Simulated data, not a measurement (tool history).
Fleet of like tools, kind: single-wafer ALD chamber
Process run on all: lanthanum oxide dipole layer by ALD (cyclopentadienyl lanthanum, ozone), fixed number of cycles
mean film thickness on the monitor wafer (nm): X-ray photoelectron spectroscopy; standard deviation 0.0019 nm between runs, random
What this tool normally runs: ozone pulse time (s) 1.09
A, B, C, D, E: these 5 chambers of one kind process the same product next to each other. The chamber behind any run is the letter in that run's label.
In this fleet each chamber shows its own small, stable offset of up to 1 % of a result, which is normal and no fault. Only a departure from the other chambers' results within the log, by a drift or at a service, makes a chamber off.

run   hour  ozone pulse time (s)  hours since the last thermocouple change  hours since the last ozone generator service  read-back reference wafer on the same gauge, thickness_nm  mean film thickness on the monitor wafer (nm)
 1B    7.2                  1.09                                     391.1                                         504.4                                                    0.60935                                        0.51089
 2A   11.3                  1.09                                    1265.9                                         192.2                                                    0.60903                                        0.51535
 3E   19.6                  1.09                                      81.2                                         577.3                                                    0.60914                                        0.51949
 4C   26.8                  1.09                                    1576.9                                         639.6                                                    0.60904                                        0.51152
 5D   35.0                  1.09                                     726.3                                         450.0                                                    0.60919                                        0.51458
 6D   42.7                  1.09                                     734.0                                         457.7                                                    0.60931                                        0.51400
 7A   48.8                  1.09                                    1303.4                                         229.7                                                    0.60888                                        0.51752
 8E   54.6                  1.09                                     116.2                                         612.3                                                    0.60921                                        0.51417
 9B   63.6                  1.09                                     447.5                                         560.8                                                    0.60898                                        0.50728
10C   70.5                  1.09                                    1620.6                                         683.3                                                    0.60952                                        0.51191
11A   78.9                  0.95                                    1333.5                                         259.8                                                    0.60951                                        0.49420
12E   84.9                  0.95                                     146.5                                         642.6                                                    0.60889                                        0.49357
13C   90.5                  0.95                                    1640.6                                         703.3                                                    0.60912                                        0.49209
14B   95.0                  0.95                                     478.9                                         592.2                                                    0.60926                                        0.48667
15D  101.1                  0.95                                     792.4                                         516.1                                                    0.60908                                        0.49419
16D  109.1                  1.09                                     800.4                                         524.1                                                    0.60941                                        0.51461
17B  115.7                  1.09                                     499.6                                         612.9                                                    0.60896                                        0.50805
18C  121.6                  1.09                                    1671.7                                         734.4                                                    0.60920                                        0.51094
19A  127.0                  1.09                                    1381.6                                         307.9                                                    0.60865                                        0.51128
20E  131.3                  0.78                                     192.9                                         689.0                                                    0.60883                                        0.45764
21A  139.4                  0.78                                    1394.0                                         320.3                                                    0.60897                                        0.45584
22C  145.0                  0.78                                    1695.1                                         757.8                                                    0.60841                                        0.45436
23E  149.0                  0.78                                     210.6                                         706.7                                                    0.60934                                        0.45682
24B  158.0                  0.78                                     541.9                                         655.2                                                    0.60944                                        0.45503
25D  163.5                  1.09                                     854.8                                         578.5                                                    0.60840                                        0.51276
26B  172.5                  1.09                                     556.4                                         669.7                                                    0.60889                                        0.50994
27E  179.4                  1.09                                     241.0                                         737.1                                                    0.60911                                        0.51763
28A  186.1                  0.93                                    1440.7                                         367.0                                                    0.60862                                        0.48986
29C  191.6                  0.93                                    1741.7                                         804.4                                                    0.60923                                        0.48987
30D  197.8                  0.93                                     889.1                                         612.8                                                    0.60925                                        0.49065
31B  203.1                  0.93                                     587.0                                         700.3                                                    0.60847                                        0.48387
32E  211.6                  0.93                                     273.2                                         769.3                                                    0.60882                                        0.48958
33C  220.0                  1.09                                    1770.1                                         832.8                                                    0.60916                                        0.51023
34A  225.3                  1.09                                    1479.9                                         406.2                                                    0.60899                                        0.51181
35D  234.2                  1.09                                     925.5                                         649.2                                                    0.60930                                        0.51329
36D  241.0                  1.09                                     932.3                                         656.0                                                    0.60950                                        0.51716

Which is it: a chamber that has drifted or been left off by a service, a gauge drift common to all chambers, or only each chamber's usual small offset? If a chamber is off, name it and its likeliest cause.

No chamber is off and the gauge is stable; the differences are just each chamber's small, constant offset.
